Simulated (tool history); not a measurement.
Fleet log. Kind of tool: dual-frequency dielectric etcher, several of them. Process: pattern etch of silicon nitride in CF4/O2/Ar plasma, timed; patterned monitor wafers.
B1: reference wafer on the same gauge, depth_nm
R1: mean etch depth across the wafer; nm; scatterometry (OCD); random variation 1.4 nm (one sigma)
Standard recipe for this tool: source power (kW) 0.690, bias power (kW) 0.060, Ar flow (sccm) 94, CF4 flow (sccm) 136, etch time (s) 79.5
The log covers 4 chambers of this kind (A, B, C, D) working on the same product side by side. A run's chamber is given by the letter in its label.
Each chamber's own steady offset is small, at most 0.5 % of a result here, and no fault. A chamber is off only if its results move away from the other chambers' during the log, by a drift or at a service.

{"hour": 0.3, "done": "chamber C: wet clean of the chamber"}
{"run": "1C", "hour": 3.2, "source power (kW)": 0.69, "bias power (kW)": 0.06, "Ar flow (sccm)": 94, "CF4 flow (sccm)": 136, "etch time (s)": 79.5, "B1": 216.95, "R1": 223.52}
{"run": "2D", "hour": 7.2, "source power (kW)": 0.69, "bias power (kW)": 0.06, "Ar flow (sccm)": 94, "CF4 flow (sccm)": 136, "etch time (s)": 79.5, "B1": 217.44, "R1": 221.29}
{"run": "3B", "hour": 12.2, "source power (kW)": 0.69, "bias power (kW)": 0.06, "Ar flow (sccm)": 94, "CF4 flow (sccm)": 136, "etch time (s)": 79.5, "B1": 216.95, "R1": 226.85}
{"run": "4A", "hour": 17.8, "source power (kW)": 0.69, "bias power (kW)": 0.06, "Ar flow (sccm)": 94, "CF4 flow (sccm)": 136, "etch time (s)": 79.5, "B1": 217.12, "R1": 222.49}
{"run": "5C", "hour": 22.7, "source power (kW)": 0.69, "bias power (kW)": 0.06, "Ar flow (sccm)": 94, "CF4 flow (sccm)": 136, "etch time (s)": 79.5, "B1": 217.42, "R1": 220.7}
{"run": "6B", "hour": 28.0, "source power (kW)": 0.69, "bias power (kW)": 0.06, "Ar flow (sccm)": 94, "CF4 flow (sccm)": 136, "etch time (s)": 79.5, "B1": 217.11, "R1": 222.34}
{"run": "7D", "hour": 32.0, "source power (kW)": 0.69, "bias power (kW)": 0.06, "Ar flow (sccm)": 94, "CF4 flow (sccm)": 136, "etch time (s)": 79.5, "B1": 217.01, "R1": 221.61}
{"run": "8A", "hour": 36.0, "source power (kW)": 0.69, "bias power (kW)": 0.06, "Ar flow (sccm)": 94, "CF4 flow (sccm)": 136, "etch time (s)": 79.5, "B1": 217.14, "R1": 220.95}
{"run": "9D", "hour": 41.9, "source power (kW)": 0.69, "bias power (kW)": 0.06, "Ar flow (sccm)": 94, "CF4 flow (sccm)": 126, "etch time (s)": 94.5, "B1": 216.9, "R1": 261.72}
{"run": "10A", "hour": 46.4, "source power (kW)": 0.69, "bias power (kW)": 0.06, "Ar flow (sccm)": 94, "CF4 flow (sccm)": 126, "etch time (s)": 94.5, "B1": 217.3, "R1": 260.94}
{"run": "11B", "hour": 49.2, "source power (kW)": 0.69, "bias power (kW)": 0.06, "Ar flow (sccm)": 94, "CF4 flow (sccm)": 126, "etch time (s)": 94.5, "B1": 216.92, "R1": 265.84}
{"run": "12C", "hour": 51.9, "source power (kW)": 0.69, "bias power (kW)": 0.06, "Ar flow (sccm)": 94, "CF4 flow (sccm)": 126, "etch time (s)": 94.5, "B1": 216.84, "R1": 259.26}
{"run": "13B", "hour": 57.1, "source power (kW)": 0.69, "bias power (kW)": 0.06, "Ar flow (sccm)": 94, "CF4 flow (sccm)": 136, "etch time (s)": 79.5, "B1": 216.99, "R1": 222.95}
{"run": "14A", "hour": 60.0, "source power (kW)": 0.62, "bias power (kW)": 0.06, "Ar flow (sccm)": 94, "CF4 flow (sccm)": 136, "etch time (s)": 79.5, "B1": 217.12, "R1": 205.14}
{"hour": 63.1, "done": "chamber B: wet clean of the chamber"}
{"run": "15C", "hour": 65.1, "source power (kW)": 0.62, "bias power (kW)": 0.06, "Ar flow (sccm)": 94, "CF4 flow (sccm)": 136, "etch time (s)": 79.5, "B1": 216.65, "R1": 205.22}
{"run": "16D", "hour": 69.9, "source power (kW)": 0.62, "bias power (kW)": 0.06, "Ar flow (sccm)": 94, "CF4 flow (sccm)": 136, "etch time (s)": 79.5, "B1": 217.37, "R1": 201.47}
{"run": "17A", "hour": 74.2, "source power (kW)": 0.62, "bias power (kW)": 0.06, "Ar flow (sccm)": 94, "CF4 flow (sccm)": 136, "etch time (s)": 79.5, "B1": 217.1, "R1": 201.5}
{"run": "18D", "hour": 78.7, "source power (kW)": 0.77, "bias power (kW)": 0.06, "Ar flow (sccm)": 79, "CF4 flow (sccm)": 136, "etch time (s)": 79.5, "B1": 217.29, "R1": 246.2}
{"run": "19B", "hour": 82.7, "source power (kW)": 0.77, "bias power (kW)": 0.06, "Ar flow (sccm)": 79, "CF4 flow (sccm)": 136, "etch time (s)": 79.5, "B1": 217.01, "R1": 251.82}
{"run": "20C", "hour": 85.8, "source power (kW)": 0.77, "bias power (kW)": 0.06, "Ar flow (sccm)": 79, "CF4 flow (sccm)": 136, "etch time (s)": 79.5, "B1": 217.01, "R1": 249.54}
{"run": "21A", "hour": 90.3, "source power (kW)": 0.77, "bias power (kW)": 0.06, "Ar flow (sccm)": 79, "CF4 flow (sccm)": 136, "etch time (s)": 79.5, "B1": 216.77, "R1": 251.26}
{"run": "22C", "hour": 93.1, "source power (kW)": 0.69, "bias power (kW)": 0.06, "Ar flow (sccm)": 94, "CF4 flow (sccm)": 136, "etch time (s)": 79.5, "B1": 217.16, "R1": 222.22}
{"run": "23D", "hour": 96.2, "source power (kW)": 0.69, "bias power (kW)": 0.06, "Ar flow (sccm)": 94, "CF4 flow (sccm)": 136, "etch time (s)": 60.0, "B1": 217.11, "R1": 166.58}
{"hour": 96.7, "done": "chamber D: wet clean of the chamber"}
{"run": "24B", "hour": 99.3, "source power (kW)": 0.69, "bias power (kW)": 0.06, "Ar flow (sccm)": 94, "CF4 flow (sccm)": 136, "etch time (s)": 60.0, "B1": 216.63, "R1": 169.84}
{"run": "25D", "hour": 103.0, "source power (kW)": 0.69, "bias power (kW)": 0.06, "Ar flow (sccm)": 94, "CF4 flow (sccm)": 136, "etch time (s)": 60.0, "B1": 217.36, "R1": 165.17}
{"run": "26A", "hour": 108.6, "source power (kW)": 0.69, "bias power (kW)": 0.06, "Ar flow (sccm)": 94, "CF4 flow (sccm)": 136, "etch time (s)": 60.0, "B1": 216.88, "R1": 167.17}
{"run": "27B", "hour": 112.8, "source power (kW)": 0.79, "bias power (kW)": 0.049, "Ar flow (sccm)": 94, "CF4 flow (sccm)": 136, "etch time (s)": 79.5, "B1": 216.84, "R1": 235.91}
{"run": "28C", "hour": 117.8, "source power (kW)": 0.79, "bias power (kW)": 0.049, "Ar flow (sccm)": 94, "CF4 flow (sccm)": 136, "etch time (s)": 79.5, "B1": 217.28, "R1": 235.66}
{"hour": 118.6, "done": "chamber A: wet clean of the chamber"}
{"run": "29B", "hour": 121.0, "source power (kW)": 0.79, "bias power (kW)": 0.049, "Ar flow (sccm)": 94, "CF4 flow (sccm)": 136, "etch time (s)": 79.5, "B1": 217.15, "R1": 234.65}
{"run": "30A", "hour": 124.5, "source power (kW)": 0.79, "bias power (kW)": 0.049, "Ar flow (sccm)": 94, "CF4 flow (sccm)": 136, "etch time (s)": 79.5, "B1": 217.2, "R1": 232.34}
{"run": "31D", "hour": 128.2, "source power (kW)": 0.69, "bias power (kW)": 0.06, "Ar flow (sccm)": 94, "CF4 flow (sccm)": 136, "etch time (s)": 79.5, "B1": 217.2, "R1": 219.36}
{"run": "32C", "hour": 134.0, "source power (kW)": 0.69, "bias power (kW)": 0.06, "Ar flow (sccm)": 94, "CF4 flow (sccm)": 136, "etch time (s)": 79.5, "B1": 216.87, "R1": 222.95}
{"hour": 136.9, "done": "chamber C: source power generator calibrated"}
{"run": "33D", "hour": 138.6, "source power (kW)": 0.69, "bias power (kW)": 0.065, "Ar flow (sccm)": 94, "CF4 flow (sccm)": 136, "etch time (s)": 65.0, "B1": 216.96, "R1": 184.43}
{"run": "34B", "hour": 142.9, "source power (kW)": 0.69, "bias power (kW)": 0.065, "Ar flow (sccm)": 94, "CF4 flow (sccm)": 136, "etch time (s)": 65.0, "B1": 216.94, "R1": 187.38}
{"run": "35A", "hour": 146.7, "source power (kW)": 0.69, "bias power (kW)": 0.065, "Ar flow (sccm)": 94, "CF4 flow (sccm)": 136, "etch time (s)": 65.0, "B1": 216.91, "R1": 186.34}
{"run": "36C", "hour": 151.7, "source power (kW)": 0.69, "bias power (kW)": 0.065, "Ar flow (sccm)": 94, "CF4 flow (sccm)": 136, "etch time (s)": 65.0, "B1": 217.03, "R1": 187.33}
{"run": "37B", "hour": 155.7, "source power (kW)": 0.69, "bias power (kW)": 0.06, "Ar flow (sccm)": 94, "CF4 flow (sccm)": 136, "etch time (s)": 79.5, "B1": 217.12, "R1": 224.52}
{"run": "38D", "hour": 159.2, "source power (kW)": 0.69, "bias power (kW)": 0.06, "Ar flow (sccm)": 94, "CF4 flow (sccm)": 136, "etch time (s)": 79.5, "B1": 216.81, "R1": 214.94}

Decide between three cases: one chamber stands off from its peers, the gauge reading all wafers drifts, or nothing is wrong past each chamber's small offset. Where a chamber is off, say which and what most likely put it there.

Little by little, chamber D moves away from the other chambers.
Most likely cause: source power that arrives under what is set, % = 3.68.

Which of the 4 candidates below, each the usual settings with something changed and its results left as question marks, puts chamber D back in line with what the other chambers give on the usual settings?
In line here means within this much of the mean the other chambers give on the usual settings: R1 4.80 nm
{"run": "39D-1", "hour": 163.5, "source power (kW)": 0.69, "bias power (kW)": 0.061, "Ar flow (sccm)": 94, "CF4 flow (sccm)": 137, "etch time (s)": 84.5, "R1": "?"}
{"run": "39D-2", "hour": 163.5, "source power (kW)": 0.69, "bias power (kW)": 0.06, "Ar flow (sccm)": 94, "CF4 flow (sccm)": 136, "etch time (s)": 74.0, "R1": "?"}
{"run": "39D-3", "hour": 163.5, "source power (kW)": 0.68, "bias power (kW)": 0.06, "Ar flow (sccm)": 94, "CF4 flow (sccm)": 136, "etch time (s)": 78.0, "R1": "?"}
{"run": "39D-4", "hour": 163.5, "source power (kW)": 0.7, "bias power (kW)": 0.06, "Ar flow (sccm)": 94, "CF4 flow (sccm)": 136, "etch time (s)": 81.0, "R1": "?"}

The other chambers' mean on the usual settings: R1 222.66 nm
run=39D-1 R1=231.82
run=39D-2 R1=201.65
run=39D-3 R1=209.82
run=39D-4 R1=223.55
It is 39D-4 that realigns the chamber with its peers.

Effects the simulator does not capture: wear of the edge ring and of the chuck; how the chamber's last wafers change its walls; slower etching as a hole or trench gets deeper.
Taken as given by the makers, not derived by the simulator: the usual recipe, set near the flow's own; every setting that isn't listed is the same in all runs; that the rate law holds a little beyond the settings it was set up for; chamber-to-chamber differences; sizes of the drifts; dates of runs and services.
